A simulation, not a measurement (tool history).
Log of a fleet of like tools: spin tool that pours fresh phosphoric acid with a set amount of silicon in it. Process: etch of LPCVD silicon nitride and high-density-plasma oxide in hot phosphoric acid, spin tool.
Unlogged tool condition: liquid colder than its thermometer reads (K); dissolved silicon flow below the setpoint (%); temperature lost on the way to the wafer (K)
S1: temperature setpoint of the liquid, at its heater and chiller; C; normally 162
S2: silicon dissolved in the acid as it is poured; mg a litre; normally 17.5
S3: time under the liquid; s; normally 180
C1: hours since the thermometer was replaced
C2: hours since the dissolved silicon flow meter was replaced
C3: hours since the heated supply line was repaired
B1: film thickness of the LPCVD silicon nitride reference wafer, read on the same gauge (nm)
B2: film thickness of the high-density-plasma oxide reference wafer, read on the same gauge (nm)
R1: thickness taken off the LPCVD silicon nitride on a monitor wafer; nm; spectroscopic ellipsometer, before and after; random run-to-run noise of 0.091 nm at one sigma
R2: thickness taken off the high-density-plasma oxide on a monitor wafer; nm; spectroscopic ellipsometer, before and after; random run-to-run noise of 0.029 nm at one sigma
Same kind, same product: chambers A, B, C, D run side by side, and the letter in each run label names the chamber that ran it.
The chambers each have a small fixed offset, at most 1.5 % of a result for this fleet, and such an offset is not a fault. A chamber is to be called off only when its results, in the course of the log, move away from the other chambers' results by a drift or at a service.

run	day	S1	S2	S3	C1	C2	C3	B1	B2	R1	R2
1D	0.246	162	17.5	180	1349.8	514.7	697.5	140	39.998	15.977	0.56286
2A	0.462	162	17.5	180	458.6	1858.7	1260.7	140.02	40.001	15.991	0.573
3C	0.662	162	17.5	180	639	899.3	1039.9	140	39.988	15.837	0.55458
4B	0.971	162	17.5	180	1163.3	1630.7	963.7	140	40.004	15.96	0.54042
5D	1.233	162	17.5	180	1373.5	538.4	721.2	140	39.995	15.901	0.59179
6A	1.433	162	12	250	481.9	1882	1284	140.01	40.026	22.458	0.84113
7C	1.679	162	12	250	663.4	923.7	1064.3	140.03	40.01	22.303	0.8764
8B	1.925	162	12	250	1186.2	1653.6	986.6	140	40.005	22.061	0.96527
9A	2.238	162	12	250	501.2	1901.3	1303.3	139.99	39.995	22.304	0.95374
10D	2.5	162	17.5	180	1403.9	568.8	751.6	139.95	40.009	15.834	0.55995
11B	2.775	162	17.5	180	1206.6	1674	1007	139.96	40.003	15.934	0.52817
12C	3.05	162	17.5	180	696.3	956.6	1097.2	139.98	40.026	16.037	0.57708
13C	3.242	162	17.5	180	700.9	961.2	1101.8	140.01	39.994	15.935	0.58406
14A	3.4	162	17.5	180	529.1	1929.2	1331.2	140.04	39.958	16.143	0.59812
15D	3.7	162	12	180	1432.7	597.6	780.4	140.03	40.022	15.887	0.69359
16B	4.025	162	12	180	1236.6	1704	1037	139.99	40.007	15.933	0.6809
17C	4.275	162	12	180	725.7	986	1126.6	140.01	40.026	16.091	0.6496
# day 4.279: chamber A: thermometer replaced
18D	4.521	162	12	180	1452.4	617.3	800.1	140.01	39.99	15.894	0.62344
19B	4.7	162	17.5	180	1252.8	1720.2	1053.2	140.02	40.022	15.803	0.59363
20A	4.892	160.5	17.5	180	14.7	1965	1367	139.96	39.971	15.417	0.5316
21D	5.183	160.5	17.5	180	1468.3	633.2	816	140.01	40.003	14.975	0.49108
22A	5.362	160.5	17.5	180	26	1976.3	1378.3	139.99	40.006	15.221	0.5159
23B	5.583	160.5	17.5	180	1274	1741.4	1074.4	140.01	40.022	15.108	0.53568
24C	5.879	162	29.5	280	764.2	1024.5	1165.1	140.02	40.012	24.89	0.61516
25D	6.138	162	29.5	280	1491.2	656.1	838.9	140.02	39.989	24.742	0.58874
26C	6.35	162	29.5	280	775.5	1035.8	1176.4	140	40.039	25.034	0.59612
27B	6.604	162	29.5	280	1298.5	1765.9	1098.9	139.99	40.036	24.681	0.58745
28A	6.775	162	17.5	180	59.9	2010.2	1412.2	140.01	39.983	16.04	0.52111
29C	7.054	162	17.5	180	792.4	1052.7	1193.3	139.99	39.984	15.962	0.52013
30B	7.304	162	17.5	180	1315.3	1782.7	1115.7	139.96	39.989	16.004	0.56819

Which is it: a chamber that has drifted or been left off by a service, a gauge drift common to all chambers, or only each chamber's usual small offset? If a chamber is off, name it and its likeliest cause.

No chamber is off and the gauge is stable; the differences are just each chamber's small, constant offset.
